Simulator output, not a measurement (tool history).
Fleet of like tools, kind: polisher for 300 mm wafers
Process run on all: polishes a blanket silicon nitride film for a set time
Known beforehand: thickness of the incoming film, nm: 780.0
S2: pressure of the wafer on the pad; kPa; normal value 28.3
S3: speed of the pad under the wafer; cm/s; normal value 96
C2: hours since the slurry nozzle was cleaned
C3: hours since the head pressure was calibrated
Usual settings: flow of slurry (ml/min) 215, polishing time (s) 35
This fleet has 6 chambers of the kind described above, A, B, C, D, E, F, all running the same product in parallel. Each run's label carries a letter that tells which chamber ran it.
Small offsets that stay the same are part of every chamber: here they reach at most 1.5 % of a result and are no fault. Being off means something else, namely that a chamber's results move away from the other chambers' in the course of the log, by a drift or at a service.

{"hour": 7.7, "done": "chamber D: worn pad replaced by a new one"}
{"run": "1C", "hour": 8.6, "flow of slurry (ml/min)": 215, "S2": 28.3, "S3": 96, "polishing time (s)": 35, "wafers polished on this pad": 587, "C2": 766.4, "C3": 72.4, "film removed (angstrom)": 660.7}
{"hour": 14.2, "done": "chamber F: worn pad replaced by a new one"}
{"run": "2B", "hour": 20.2, "flow of slurry (ml/min)": 215, "S2": 28.3, "S3": 96, "polishing time (s)": 35, "wafers polished on this pad": 618, "C2": 111.4, "C3": 711, "film removed (angstrom)": 650.94}
{"run": "3A", "hour": 32.2, "flow of slurry (ml/min)": 215, "S2": 28.3, "S3": 96, "polishing time (s)": 35, "wafers polished on this pad": 738, "C2": 278.9, "C3": 275.8, "film removed (angstrom)": 656.91}
{"run": "4E", "hour": 39.6, "flow of slurry (ml/min)": 215, "S2": 28.3, "S3": 96, "polishing time (s)": 35, "wafers polished on this pad": 1051, "C2": 480.4, "C3": 66.4, "film removed (angstrom)": 664.27}
{"run": "5F", "hour": 46.9, "flow of slurry (ml/min)": 215, "S2": 28.3, "S3": 96, "polishing time (s)": 35, "wafers polished on this pad": 516, "C2": 320.7, "C3": 376.5, "film removed (angstrom)": 652.03}
{"hour": 52.5, "done": "chamber E: worn pad replaced by a new one"}
{"hour": 53.7, "done": "chamber B: worn pad replaced by a new one"}
{"hour": 55.6, "done": "chamber C: worn pad replaced by a new one"}
{"run": "6D", "hour": 56.2, "flow of slurry (ml/min)": 215, "S2": 28.3, "S3": 96, "polishing time (s)": 35, "wafers polished on this pad": 765, "C2": 472.9, "C3": 260.5, "film removed (angstrom)": 637.26}
{"run": "7B", "hour": 66.3, "flow of slurry (ml/min)": 215, "S2": 31.7, "S3": 96, "polishing time (s)": 42, "wafers polished on this pad": 199, "C2": 157.5, "C3": 757.1, "film removed (angstrom)": 885.13}
{"hour": 69.9, "done": "chamber A: worn pad replaced by a new one"}
{"run": "8A", "hour": 77.2, "flow of slurry (ml/min)": 215, "S2": 31.7, "S3": 96, "polishing time (s)": 42, "wafers polished on this pad": 116, "C2": 323.9, "C3": 320.8, "film removed (angstrom)": 882.45}
{"hour": 82.3, "done": "chamber D: worn pad replaced by a new one"}
{"run": "9D", "hour": 84.3, "flow of slurry (ml/min)": 215, "S2": 31.7, "S3": 96, "polishing time (s)": 42, "wafers polished on this pad": 32, "C2": 501, "C3": 288.6, "film removed (angstrom)": 881.14}
{"run": "10E", "hour": 91.5, "flow of slurry (ml/min)": 215, "S2": 31.7, "S3": 96, "polishing time (s)": 42, "wafers polished on this pad": 616, "C2": 532.3, "C3": 118.3, "film removed (angstrom)": 878.9}
{"run": "11C", "hour": 99.1, "flow of slurry (ml/min)": 215, "S2": 31.7, "S3": 96, "polishing time (s)": 42, "wafers polished on this pad": 686, "C2": 856.9, "C3": 162.9, "film removed (angstrom)": 877.91}
{"hour": 99.2, "done": "chamber A: head pressure recalibrated"}
{"hour": 108.3, "done": "chamber F: worn pad replaced by a new one"}
{"run": "12F", "hour": 111.4, "flow of slurry (ml/min)": 215, "S2": 31.7, "S3": 96, "polishing time (s)": 42, "wafers polished on this pad": 48, "C2": 385.2, "C3": 441, "film removed (angstrom)": 879.55}
{"run": "13B", "hour": 121.0, "flow of slurry (ml/min)": 215, "S2": 28.3, "S3": 96, "polishing time (s)": 35, "wafers polished on this pad": 1061, "C2": 212.2, "C3": 811.8, "film removed (angstrom)": 652.2}
{"hour": 125.9, "done": "chamber E: worn pad replaced by a new one"}
{"hour": 133.5, "done": "chamber B: worn pad replaced by a new one"}
{"hour": 134.4, "done": "chamber E: slurry nozzle cleaned"}
{"run": "14F", "hour": 134.6, "flow of slurry (ml/min)": 260, "S2": 28.3, "S3": 82, "polishing time (s)": 35, "wafers polished on this pad": 414, "C2": 408.4, "C3": 464.2, "film removed (angstrom)": 582.96}
{"hour": 143.0, "done": "chamber C: worn pad replaced by a new one"}
{"hour": 148.0, "done": "chamber A: worn pad replaced by a new one"}
{"hour": 148.4, "done": "chamber A: slurry nozzle cleaned"}
{"run": "15E", "hour": 148.5, "flow of slurry (ml/min)": 260, "S2": 28.3, "S3": 82, "polishing time (s)": 35, "wafers polished on this pad": 356, "C2": 14.1, "C3": 175.3, "film removed (angstrom)": 590.38}
{"run": "16D", "hour": 162.0, "flow of slurry (ml/min)": 260, "S2": 28.3, "S3": 82, "polishing time (s)": 35, "wafers polished on this pad": 1257, "C2": 578.7, "C3": 366.3, "film removed (angstrom)": 571.56}
{"hour": 165.8, "done": "chamber B: head pressure recalibrated"}
{"hour": 169.5, "done": "chamber D: worn pad replaced by a new one"}
{"run": "17C", "hour": 174.6, "flow of slurry (ml/min)": 260, "S2": 28.3, "S3": 82, "polishing time (s)": 35, "wafers polished on this pad": 499, "C2": 932.4, "C3": 238.4, "film removed (angstrom)": 592.23}
{"run": "18A", "hour": 181.3, "flow of slurry (ml/min)": 260, "S2": 28.3, "S3": 82, "polishing time (s)": 35, "wafers polished on this pad": 525, "C2": 32.9, "C3": 82.2, "film removed (angstrom)": 597.18}
{"hour": 186.5, "done": "chamber F: worn pad replaced by a new one"}
{"run": "19A", "hour": 189.2, "flow of slurry (ml/min)": 260, "S2": 28.3, "S3": 82, "polishing time (s)": 35, "wafers polished on this pad": 650, "C2": 40.8, "C3": 90.1, "film removed (angstrom)": 578.98}
{"run": "20B", "hour": 198.9, "flow of slurry (ml/min)": 215, "S2": 28.3, "S3": 96, "polishing time (s)": 35, "wafers polished on this pad": 1031, "C2": 290.1, "C3": 33.2, "film removed (angstrom)": 724.44}
{"hour": 204.3, "done": "chamber C: slurry nozzle cleaned"}
{"hour": 205.0, "done": "chamber B: worn pad replaced by a new one"}
{"hour": 206.5, "done": "chamber E: worn pad replaced by a new one"}
{"run": "21D", "hour": 211.9, "flow of slurry (ml/min)": 215, "S2": 28.3, "S3": 96, "polishing time (s)": 35, "wafers polished on this pad": 668, "C2": 628.6, "C3": 416.2, "film removed (angstrom)": 644.35}
{"run": "22F", "hour": 221.1, "flow of slurry (ml/min)": 215, "S2": 28.3, "S3": 96, "polishing time (s)": 35, "wafers polished on this pad": 546, "C2": 494.9, "C3": 550.7, "film removed (angstrom)": 656.09}
{"hour": 221.5, "done": "chamber C: worn pad replaced by a new one"}
{"run": "23C", "hour": 230.1, "flow of slurry (ml/min)": 215, "S2": 28.3, "S3": 96, "polishing time (s)": 35, "wafers polished on this pad": 135, "C2": 25.8, "C3": 293.9, "film removed (angstrom)": 646.95}
{"run": "24E", "hour": 237.4, "flow of slurry (ml/min)": 215, "S2": 28.3, "S3": 96, "polishing time (s)": 35, "wafers polished on this pad": 488, "C2": 103, "C3": 264.2, "film removed (angstrom)": 659.09}
{"hour": 239.1, "done": "chamber A: worn pad replaced by a new one"}
{"run": "25F", "hour": 251.3, "flow of slurry (ml/min)": 215, "S2": 28.3, "S3": 96, "polishing time (s)": 35, "wafers polished on this pad": 1022, "C2": 525.1, "C3": 580.9, "film removed (angstrom)": 657.44}
{"hour": 253.8, "done": "chamber D: worn pad replaced by a new one"}
{"run": "26C", "hour": 262.8, "flow of slurry (ml/min)": 215, "S2": 28.3, "S3": 96, "polishing time (s)": 35, "wafers polished on this pad": 651, "C2": 58.5, "C3": 326.6, "film removed (angstrom)": 648.95}
{"run": "27E", "hour": 270.8, "flow of slurry (ml/min)": 215, "S2": 28.3, "S3": 96, "polishing time (s)": 35, "wafers polished on this pad": 1015, "C2": 136.4, "C3": 297.6, "film removed (angstrom)": 659.06}
{"run": "28A", "hour": 277.3, "flow of slurry (ml/min)": 215, "S2": 28.3, "S3": 118, "polishing time (s)": 35, "wafers polished on this pad": 603, "C2": 128.9, "C3": 178.2, "film removed (angstrom)": 772.59}
{"hour": 279.5, "done": "chamber F: worn pad replaced by a new one"}
{"hour": 280.0, "done": "chamber B: worn pad replaced by a new one"}
{"hour": 280.8, "done": "chamber F: slurry nozzle cleaned"}
{"run": "29B", "hour": 286.1, "flow of slurry (ml/min)": 215, "S2": 28.3, "S3": 118, "polishing time (s)": 35, "wafers polished on this pad": 96, "C2": 377.3, "C3": 120.4, "film removed (angstrom)": 849.57}
{"hour": 287.0, "done": "chamber E: worn pad replaced by a new one"}
{"hour": 297.2, "done": "chamber C: worn pad replaced by a new one"}
{"run": "30D", "hour": 300.0, "flow of slurry (ml/min)": 215, "S2": 28.3, "S3": 118, "polishing time (s)": 35, "wafers polished on this pad": 729, "C2": 716.7, "C3": 504.3, "film removed (angstrom)": 755.23}
{"run": "31D", "hour": 306.4, "flow of slurry (ml/min)": 215, "S2": 28.3, "S3": 118, "polishing time (s)": 35, "wafers polished on this pad": 830, "C2": 723.1, "C3": 510.7, "film removed (angstrom)": 761.35}
{"run": "32B", "hour": 317.6, "flow of slurry (ml/min)": 215, "S2": 28.3, "S3": 118, "polishing time (s)": 35, "wafers polished on this pad": 593, "C2": 408.8, "C3": 151.9, "film removed (angstrom)": 847.54}
{"run": "33F", "hour": 327.8, "flow of slurry (ml/min)": 215, "S2": 28.3, "S3": 118, "polishing time (s)": 35, "wafers polished on this pad": 761, "C2": 47.1, "C3": 657.4, "film removed (angstrom)": 766.4}
{"hour": 336.3, "done": "chamber A: worn pad replaced by a new one"}
{"run": "34A", "hour": 336.4, "flow of slurry (ml/min)": 215, "S2": 28.3, "S3": 96, "polishing time (s)": 35, "wafers polished on this pad": 2, "C2": 188, "C3": 237.3, "film removed (angstrom)": 662.82}
{"run": "35C", "hour": 347.1, "flow of slurry (ml/min)": 215, "S2": 28.3, "S3": 96, "polishing time (s)": 35, "wafers polished on this pad": 787, "C2": 142.8, "C3": 410.9, "film removed (angstrom)": 662.82}
{"hour": 356.3, "done": "chamber E: worn pad replaced by a new one"}
{"run": "36E", "hour": 360.5, "flow of slurry (ml/min)": 215, "S2": 28.3, "S3": 96, "polishing time (s)": 35, "wafers polished on this pad": 66, "C2": 226.1, "C3": 387.3, "film removed (angstrom)": 653.24}
{"run": "37C", "hour": 370.8, "flow of slurry (ml/min)": 215, "S2": 28.3, "S3": 76, "polishing time (s)": 35, "wafers polished on this pad": 1161, "C2": 166.5, "C3": 434.6, "film removed (angstrom)": 545.04}
{"run": "38E", "hour": 377.4, "flow of slurry (ml/min)": 215, "S2": 28.3, "S3": 76, "polishing time (s)": 35, "wafers polished on this pad": 333, "C2": 243, "C3": 404.2, "film removed (angstrom)": 548.29}
{"run": "39A", "hour": 383.8, "flow of slurry (ml/min)": 215, "S2": 28.3, "S3": 76, "polishing time (s)": 35, "wafers polished on this pad": 750, "C2": 235.4, "C3": 284.7, "film removed (angstrom)": 540.44}

Next, every chamber runs the same settings. What will each give?
{"run": "40A", "hour": 394.0, "flow of slurry (ml/min)": 215, "S2": 28.3, "S3": 96, "polishing time (s)": 26, "film removed (angstrom)": "?"}
{"run": "40B", "hour": 394.0, "flow of slurry (ml/min)": 215, "S2": 28.3, "S3": 96, "polishing time (s)": 26, "film removed (angstrom)": "?"}
{"run": "40C", "hour": 394.0, "flow of slurry (ml/min)": 215, "S2": 28.3, "S3": 96, "polishing time (s)": 26, "film removed (angstrom)": "?"}
{"run": "40D", "hour": 394.0, "flow of slurry (ml/min)": 215, "S2": 28.3, "S3": 96, "polishing time (s)": 26, "film removed (angstrom)": "?"}
{"run": "40E", "hour": 394.0, "flow of slurry (ml/min)": 215, "S2": 28.3, "S3": 96, "polishing time (s)": 26, "film removed (angstrom)": "?"}
{"run": "40F", "hour": 394.0, "flow of slurry (ml/min)": 215, "S2": 28.3, "S3": 96, "polishing time (s)": 26, "film removed (angstrom)": "?"}

run=40A film_removed_(angstrom)=487.64
run=40B film_removed_(angstrom)=534.12
run=40C film_removed_(angstrom)=487.63
run=40D film_removed_(angstrom)=475.08
run=40E film_removed_(angstrom)=489.93
run=40F film_removed_(angstrom)=489.43
